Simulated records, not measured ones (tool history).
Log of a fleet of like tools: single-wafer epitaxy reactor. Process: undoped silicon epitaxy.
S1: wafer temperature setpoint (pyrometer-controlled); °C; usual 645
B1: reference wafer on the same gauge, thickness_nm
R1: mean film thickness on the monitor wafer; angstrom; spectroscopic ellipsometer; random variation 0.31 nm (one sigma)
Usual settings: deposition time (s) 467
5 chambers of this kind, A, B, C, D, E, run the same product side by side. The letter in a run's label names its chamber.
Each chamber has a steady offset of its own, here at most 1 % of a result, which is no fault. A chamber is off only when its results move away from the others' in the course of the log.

{"run": "1E", "hour": 8.2, "S1": 645, "deposition time (s)": 467, "B1": 66.902, "R1": 704.34}
{"run": "2B", "hour": 15.1, "S1": 645, "deposition time (s)": 467, "B1": 66.823, "R1": 697.13}
{"run": "3A", "hour": 22.0, "S1": 645, "deposition time (s)": 467, "B1": 66.884, "R1": 711.97}
{"run": "4C", "hour": 28.5, "S1": 645, "deposition time (s)": 467, "B1": 66.914, "R1": 702.22}
{"run": "5D", "hour": 36.2, "S1": 645, "deposition time (s)": 404, "B1": 66.911, "R1": 602.41}
{"run": "6E", "hour": 45.3, "S1": 645, "deposition time (s)": 404, "B1": 66.9, "R1": 604.01}
{"run": "7B", "hour": 50.4, "S1": 645, "deposition time (s)": 404, "B1": 66.914, "R1": 605.85}
{"run": "8A", "hour": 55.2, "S1": 645, "deposition time (s)": 404, "B1": 66.908, "R1": 610.69}
{"run": "9C", "hour": 61.3, "S1": 645, "deposition time (s)": 404, "B1": 66.871, "R1": 608.13}
{"run": "10D", "hour": 70.4, "S1": 645, "deposition time (s)": 467, "B1": 66.989, "R1": 700.97}
{"run": "11D", "hour": 78.0, "S1": 645, "deposition time (s)": 467, "B1": 66.891, "R1": 704.83}
{"run": "12A", "hour": 85.6, "S1": 645, "deposition time (s)": 467, "B1": 66.898, "R1": 707.49}
{"run": "13C", "hour": 94.7, "S1": 645, "deposition time (s)": 467, "B1": 66.882, "R1": 698.73}
{"run": "14E", "hour": 103.3, "S1": 645, "deposition time (s)": 467, "B1": 66.899, "R1": 705.24}
{"run": "15B", "hour": 111.8, "S1": 645, "deposition time (s)": 410, "B1": 66.854, "R1": 616.31}
{"run": "16B", "hour": 122.7, "S1": 645, "deposition time (s)": 410, "B1": 66.911, "R1": 611.46}
{"run": "17C", "hour": 133.0, "S1": 645, "deposition time (s)": 410, "B1": 66.853, "R1": 614.72}
{"run": "18E", "hour": 141.1, "S1": 645, "deposition time (s)": 410, "B1": 66.898, "R1": 610.48}
{"run": "19A", "hour": 146.0, "S1": 645, "deposition time (s)": 410, "B1": 66.914, "R1": 633.01}
{"run": "20D", "hour": 151.0, "S1": 645, "deposition time (s)": 467, "B1": 66.861, "R1": 696.37}
{"run": "21A", "hour": 161.8, "S1": 645, "deposition time (s)": 467, "B1": 66.902, "R1": 720.47}
{"run": "22E", "hour": 170.9, "S1": 645, "deposition time (s)": 467, "B1": 66.899, "R1": 700.54}
{"run": "23B", "hour": 181.3, "S1": 645, "deposition time (s)": 467, "B1": 66.928, "R1": 701.22}
{"run": "24D", "hour": 186.1, "S1": 645, "deposition time (s)": 467, "B1": 66.898, "R1": 702.16}
{"run": "25C", "hour": 196.4, "S1": 645, "deposition time (s)": 467, "B1": 66.871, "R1": 702.5}
{"run": "26B", "hour": 206.7, "S1": 645, "deposition time (s)": 467, "B1": 66.871, "R1": 697.01}
{"run": "27C", "hour": 211.5, "S1": 645, "deposition time (s)": 467, "B1": 66.941, "R1": 702.87}
{"run": "28D", "hour": 218.5, "S1": 645, "deposition time (s)": 467, "B1": 66.895, "R1": 707.24}
{"run": "29E", "hour": 225.2, "S1": 645, "deposition time (s)": 467, "B1": 66.906, "R1": 702.38}
{"run": "30A", "hour": 233.2, "S1": 645, "deposition time (s)": 499, "B1": 66.904, "R1": 772.03}
{"run": "31E", "hour": 238.3, "S1": 645, "deposition time (s)": 499, "B1": 66.902, "R1": 756.05}
{"run": "32C", "hour": 245.8, "S1": 645, "deposition time (s)": 499, "B1": 66.878, "R1": 748.52}
{"run": "33D", "hour": 256.0, "S1": 645, "deposition time (s)": 499, "B1": 66.906, "R1": 752.06}

Is one chamber off against the others, does the gauge drift, or is nothing wrong? If a chamber is off, say which, and what the likeliest cause is.

Chamber A drifts away from the others.
Cause: wafer temperature above the value expected at the setpoint (K) = 1.61.

Here are 4 candidates for chamber A's next run, each the usual settings with a change, their results left as question marks. Which one brings its results back in line with what the others give on the usual settings?
In line means no further than this from the other chambers' mean on the usual settings: R1 11.00 angstrom
{"run": "34A-1", "hour": 264.0, "S1": 645, "deposition time (s)": 474, "R1": "?"}
{"run": "34A-2", "hour": 264.0, "S1": 645, "deposition time (s)": 460, "R1": "?"}
{"run": "34A-3", "hour": 264.0, "S1": 645, "deposition time (s)": 447, "R1": "?"}
{"run": "34A-4", "hour": 264.0, "S1": 645, "deposition time (s)": 487, "R1": "?"}

The other chambers' mean on the usual settings: R1 701.29 angstrom
run=34A-1 R1=743.83
run=34A-2 R1=721.86
run=34A-3 R1=701.46
run=34A-4 R1=764.23
34A-3 brings the chamber back in line.
